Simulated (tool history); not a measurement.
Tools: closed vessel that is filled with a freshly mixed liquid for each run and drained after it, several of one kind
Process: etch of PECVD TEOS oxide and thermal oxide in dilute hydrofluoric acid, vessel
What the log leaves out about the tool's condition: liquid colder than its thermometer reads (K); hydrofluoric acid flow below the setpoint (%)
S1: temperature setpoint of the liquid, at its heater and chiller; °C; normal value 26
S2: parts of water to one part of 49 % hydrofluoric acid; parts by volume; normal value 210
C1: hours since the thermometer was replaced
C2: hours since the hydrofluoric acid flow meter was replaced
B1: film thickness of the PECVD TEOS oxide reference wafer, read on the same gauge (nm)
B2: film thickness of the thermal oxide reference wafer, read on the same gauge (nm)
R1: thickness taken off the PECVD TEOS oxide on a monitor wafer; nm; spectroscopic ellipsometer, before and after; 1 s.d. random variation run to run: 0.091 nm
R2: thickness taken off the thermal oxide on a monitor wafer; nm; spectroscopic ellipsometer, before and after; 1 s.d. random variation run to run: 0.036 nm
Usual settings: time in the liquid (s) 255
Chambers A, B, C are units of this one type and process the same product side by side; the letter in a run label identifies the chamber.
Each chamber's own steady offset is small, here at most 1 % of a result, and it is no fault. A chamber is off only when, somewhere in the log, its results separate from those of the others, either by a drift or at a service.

Run 1A, hour 8.7: usual settings; C1 53.6; C2 126.4; B1 59.981; B2 80.007. Result: R1 17.195 nm, R2 5.5181 nm.
Run 2B, hour 17.2: usual settings; C1 454.2; C2 962.6; B1 60.001; B2 79.982. Result: R1 17.08 nm, R2 5.5365 nm.
Run 3C, hour 26.6: usual settings; C1 1648.4; C2 471.7; B1 59.98; B2 79.989. Result: R1 17.108 nm, R2 5.5787 nm.
Run 4B, hour 33.7: usual settings; C1 470.7; C2 979.1; B1 59.969; B2 79.974. Result: R1 17.042 nm, R2 5.5185 nm.
Run 5C, hour 43.2: usual settings; C1 1665; C2 488.3; B1 60.047; B2 80.02. Result: R1 17.002 nm, R2 5.5229 nm.
Run 6A, hour 50.8: usual settings; C1 95.7; C2 168.5; B1 59.98; B2 79.982. Result: R1 17.345 nm, R2 5.4836 nm.
Run 7A, hour 58.7: usual settings; C1 103.6; C2 176.4; B1 60.024; B2 80.017. Result: R1 17.249 nm, R2 5.4684 nm.
Run 8B, hour 66.2: usual settings but S1 23 °C, S2 120 parts by volume; C1 503.2; C2 1011.6; B1 60.038; B2 80.055. Result: R1 29.955 nm, R2 9.6244 nm.
Run 9C, hour 75: usual settings but S1 23 °C, S2 120 parts by volume; C1 1696.8; C2 520.1; B1 60; B2 79.988. Result: R1 29.628 nm, R2 9.5653 nm.
Run 10C, hour 81.3: usual settings but S1 23 °C, S2 120 parts by volume; C1 1703.1; C2 526.4; B1 59.939; B2 80. Result: R1 29.909 nm, R2 9.6978 nm.
Run 11B, hour 90.3: usual settings but S2 285 parts by volume; C1 527.3; C2 1035.7; B1 59.96; B2 80.018. Result: R1 11.628 nm, R2 3.6804 nm.
Run 12A, hour 97: usual settings but S2 285 parts by volume; C1 141.9; C2 214.7; B1 59.978; B2 79.99. Result: R1 11.641 nm, R2 3.6882 nm.
Run 13C, hour 106.4: usual settings but S2 285 parts by volume; C1 1728.2; C2 551.5; B1 59.984; B2 79.971. Result: R1 11.489 nm, R2 3.7381 nm.
Run 14A, hour 114.8: usual settings; C1 159.7; C2 232.5; B1 60.018; B2 79.969. Result: R1 17.429 nm, R2 5.4608 nm.
Run 15B, hour 124: usual settings; C1 561; C2 1069.4; B1 60.04; B2 80.003. Result: R1 16.693 nm, R2 5.3552 nm.
Run 16B, hour 128.9: usual settings but time in the liquid (s) 395; C1 565.9; C2 1074.3; B1 59.971; B2 80.013. Result: R1 25.971 nm, R2 8.2442 nm.
Run 17A, hour 136.4: usual settings but time in the liquid (s) 395; C1 181.3; C2 254.1; B1 59.942; B2 80.016. Result: R1 26.796 nm, R2 8.4984 nm.
Run 18C, hour 144.1: usual settings but time in the liquid (s) 395; C1 1765.9; C2 589.2; B1 59.966; B2 80.042. Result: R1 26.388 nm, R2 8.4453 nm.
Run 19A, hour 150.8: usual settings; C1 195.7; C2 268.5; B1 60.008; B2 80.021. Result: R1 17.239 nm, R2 5.4765 nm.
Run 20C, hour 157.9: usual settings; C1 1779.7; C2 603; B1 60.027; B2 79.957. Result: R1 17.061 nm, R2 5.5153 nm.
Run 21B, hour 164.7: usual settings; C1 601.7; C2 1110.1; B1 59.983; B2 80.057. Result: R1 16.248 nm, R2 5.1878 nm.
Run 22C, hour 169.5: usual settings; C1 1791.3; C2 614.6; B1 59.977; B2 80.002. Result: R1 16.934 nm, R2 5.4798 nm.
Run 23A, hour 174.5: usual settings; C1 219.4; C2 292.2; B1 59.99; B2 80.028. Result: R1 17.299 nm, R2 5.4599 nm.
Run 24B, hour 182: usual settings but S1 22 °C; C1 619; C2 1127.4; B1 60.02; B2 80.044. Result: R1 13.961 nm, R2 4.411 nm.
Run 25A, hour 189: usual settings but S1 22 °C; C1 233.9; C2 306.7; B1 59.98; B2 79.984. Result: R1 14.797 nm, R2 4.7329 nm.

The same settings go to every chamber for the next run, one line per chamber below. Forecast the results for each:
Run 26A, hour 195.8: usual settings. Result: R1 ?, R2 ?.
Run 26B, hour 195.8: usual settings. Result: R1 ?, R2 ?.
Run 26C, hour 195.8: usual settings. Result: R1 ?, R2 ?.

run      R1      R2
26A   17.32   5.492
26B  15.839    5.07
26C  17.229  5.5274

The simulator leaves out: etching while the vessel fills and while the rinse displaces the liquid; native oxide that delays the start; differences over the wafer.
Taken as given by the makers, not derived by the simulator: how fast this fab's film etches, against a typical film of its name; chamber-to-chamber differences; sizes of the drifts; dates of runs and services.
